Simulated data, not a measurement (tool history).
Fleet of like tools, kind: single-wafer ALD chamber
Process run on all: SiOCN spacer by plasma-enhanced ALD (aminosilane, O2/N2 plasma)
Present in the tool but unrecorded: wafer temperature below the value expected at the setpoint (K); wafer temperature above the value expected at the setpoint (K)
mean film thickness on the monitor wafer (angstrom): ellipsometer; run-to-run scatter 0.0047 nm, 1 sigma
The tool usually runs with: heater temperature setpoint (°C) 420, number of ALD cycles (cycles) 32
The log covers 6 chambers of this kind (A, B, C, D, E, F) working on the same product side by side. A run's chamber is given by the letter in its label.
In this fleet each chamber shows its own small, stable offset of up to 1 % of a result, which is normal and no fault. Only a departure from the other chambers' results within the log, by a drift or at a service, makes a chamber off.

run   hour  heater temperature setpoint (°C)  number of ALD cycles (cycles)  hours since the last thermocouple change  read-back reference wafer on the same gauge, thickness_nm  mean film thickness on the monitor wafer (angstrom)
 1E     14                               420                             32                                    1437.3                                                     1.7196                                                18.15
 2C   25.7                               420                             32                                     386.4                                                     1.7199                                               18.378
 3F   35.9                               420                             32                                    2549.4                                                     1.7203                                               18.266
 4B   44.5                               420                             32                                    1783.8                                                     1.7202                                               18.138
 5D   56.2                               420                             32                                    1591.9                                                     1.7198                                               18.064
 6A   67.2                               420                             32                                    1632.4                                                     1.7198                                               18.199
 7C   75.6                               420                             32                                     436.3                                                     1.7199                                               18.306
 8B   88.6                               420                             32                                    1827.9                                                     1.7192                                               18.139
 9E   98.2                               432                             30                                    1521.5                                                     1.7206                                               16.344
10F  105.3                               432                             30                                    2618.8                                                      1.721                                               16.419
11A  118.4                               432                             30                                    1683.6                                                     1.7207                                                16.38
12D  125.6                               432                             30                                    1661.3                                                      1.721                                               16.232
13E  133.2                               432                             30                                    1556.5                                                     1.7198                                               16.332
14D  142.1                               432                             30                                    1677.8                                                     1.7199                                               16.252
15B  149.3                               420                             32                                    1888.6                                                     1.7202                                               18.148
16A  163.3                               420                             32                                    1728.5                                                     1.7206                                               18.171
17F    174                               420                             30                                    2687.5                                                     1.7199                                               17.122
18C  187.9                               420                             30                                     548.6                                                     1.7208                                               17.204
19C  197.3                               420                             30                                       558                                                     1.7191                                               17.181
20D  210.9                               420                             30                                    1746.6                                                     1.7205                                               16.988
21F  222.1                               420                             30                                    2735.6                                                     1.7201                                               17.054
22A  228.9                               420                             30                                    1794.1                                                     1.7198                                               17.103
23B  238.8                               420                             32                                    1978.1                                                     1.7199                                               18.167
     241.4  -- chamber F: thermocouple changed; heater temperature recalibrated
24E  245.9                               420                             32                                    1669.2                                                     1.7196                                               18.109
25C  254.7                               420                             32                                     615.4                                                     1.7206                                               18.361
26E    262                               420                             32                                    1685.3                                                     1.7218                                               18.184
27D  273.4                               420                             32                                    1809.1                                                      1.719                                               18.013
28F  281.4                               420                             35                                        40                                                     1.7199                                               19.606
29A  287.5                               420                             35                                    1852.7                                                     1.7199                                               19.828
30B  294.4                               420                             35                                    2033.7                                                     1.7205                                               19.957
31A  305.3                               420                             35                                    1870.5                                                     1.7205                                                19.76
32E  316.1                               420                             35                                    1739.4                                                     1.7219                                               19.927
33F  327.4                               420                             35                                        86                                                     1.7207                                               19.577
34C  336.3                               420                             32                                       697                                                     1.7205                                                18.33
35B  347.8                               420                             32                                    2087.1                                                     1.7204                                               18.124
36D  358.7                               420                             32                                    1894.4                                                     1.7206                                               18.025
37C  372.5                               420                             32                                     733.2                                                     1.7207                                                18.28
38F    380                               420                             32                                     138.6                                                     1.7201                                               17.881
39B    390                               420                             32                                    2129.3                                                     1.7201                                               18.186
40D    404                               420                             32                                    1939.7                                                     1.7199                                                18.16
41A  412.5                               420                             32                                    1977.7                                                     1.7195                                               18.193

Decide between three cases: one chamber stands off from its peers, the gauge reading all wafers drifts, or nothing is wrong past each chamber's small offset. Where a chamber is off, say which and what most likely put it there.

The work done on chamber F during a service left it standing apart from the others.
What lies behind it: wafer temperature above the value expected at the setpoint (K) = 5.39.

Which of the 4 candidates below, each the usual settings with something changed and its results left as question marks, puts chamber F back in line with what the other chambers give on the usual settings?
Maximum distance from the other chambers' mean on the usual settings for a result to count as in line: mean film thickness on the monitor wafer (angstrom) 0.16
42F-1  422.7                               415                             32                                                                                                                                                         ?
42F-2  422.7                               425                             32                                                                                                                                                         ?
42F-3  422.7                               420                             31                                                                                                                                                         ?
42F-4  422.7                               420                             33                                                                                                                                                         ?

On the usual settings, the other chambers give on average: mean film thickness on the monitor wafer (angstrom) 18.175
  run  mean film thickness on the monitor wafer (angstrom)
42F-1                                               18.154
42F-2                                               17.565
42F-3                                               17.302
42F-4                                               18.418
42F-1 brings the chamber back in line.
